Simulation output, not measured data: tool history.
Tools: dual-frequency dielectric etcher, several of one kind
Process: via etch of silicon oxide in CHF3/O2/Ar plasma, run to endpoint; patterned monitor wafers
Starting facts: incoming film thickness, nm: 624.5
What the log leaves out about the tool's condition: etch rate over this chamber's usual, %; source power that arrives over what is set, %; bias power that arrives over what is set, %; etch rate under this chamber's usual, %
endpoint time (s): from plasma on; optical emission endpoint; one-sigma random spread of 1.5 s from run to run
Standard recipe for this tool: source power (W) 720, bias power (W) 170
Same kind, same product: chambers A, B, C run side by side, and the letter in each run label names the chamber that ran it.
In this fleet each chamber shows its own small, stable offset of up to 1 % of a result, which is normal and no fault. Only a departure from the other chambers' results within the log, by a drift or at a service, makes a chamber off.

run,day,source power (W),bias power (W),hours since the last wet clean,hours since the last source power generator calibration,hours since the last bias power generator calibration,endpoint time (s)
1C,0.471,720,170,219.0,1770.4,1084.7,305.73
2B,0.850,720,170,143.0,1063.6,927.9,300.35
3A,1.125,720,170,34.7,494.5,730.3,300.62
4A,1.483,720,170,43.3,503.1,738.9,299.02
5B,2.079,720,170,172.5,1093.1,957.4,302.97
6C,2.638,720,170,271.0,1822.4,1136.7,306.25
7A,2.971,720,170,79.0,538.8,774.6,299.29
8B,3.246,720,170,200.5,1121.1,985.4,302.92
9C,3.658,720,170,295.5,1846.9,1161.2,304.25
10C,3.946,720,170,302.4,1853.8,1168.1,303.71
11B,4.296,720,170,225.7,1146.3,1010.6,302.12
12A,4.725,720,170,121.1,580.9,816.7,299.21
13B,5.183,720,170,247.0,1167.6,1031.9,300.40
14A,5.767,720,170,146.1,605.9,841.7,300.44
15C,6.362,720,170,360.4,1911.8,1226.1,301.54
16B,6.671,720,170,282.7,1203.3,1067.6,300.13
17C,7.238,720,170,381.4,1932.8,1247.1,306.23
18A,7.854,720,170,196.2,656.0,891.8,299.07
19B,8.142,720,170,318.0,1238.6,1102.9,301.22
20A,8.567,720,170,213.3,673.1,908.9,299.07
21C,8.862,720,170,420.4,1971.8,1286.1,303.55
22B,9.333,720,170,346.6,1267.2,1131.5,302.82
23A,9.883,720,170,244.9,704.7,940.5,299.36
24C,10.396,580,170,457.2,2008.6,1322.9,333.49
25A,10.712,580,170,264.8,724.6,960.4,324.89
26B,11.196,580,170,391.3,1311.9,1176.2,326.50
27C,11.746,720,170,489.6,2041.0,1355.3,310.10
28C,12.333,720,170,503.7,2055.1,1369.4,310.02
29A,12.646,720,170,311.2,771.0,1006.8,301.38
30B,13.100,720,170,437.0,1357.6,1221.9,301.09
31B,13.454,720,170,445.5,1366.1,1230.4,300.76
32A,13.867,720,170,340.5,800.3,1036.1,297.69

Each of the 3 chambers runs these same settings next. Fill in every chamber's results:
33A,14.308,720,154,,,,?
33B,14.308,720,154,,,,?
33C,14.308,720,154,,,,?

run,endpoint time (s)
33A,309.08
33B,309.79
33C,322.29
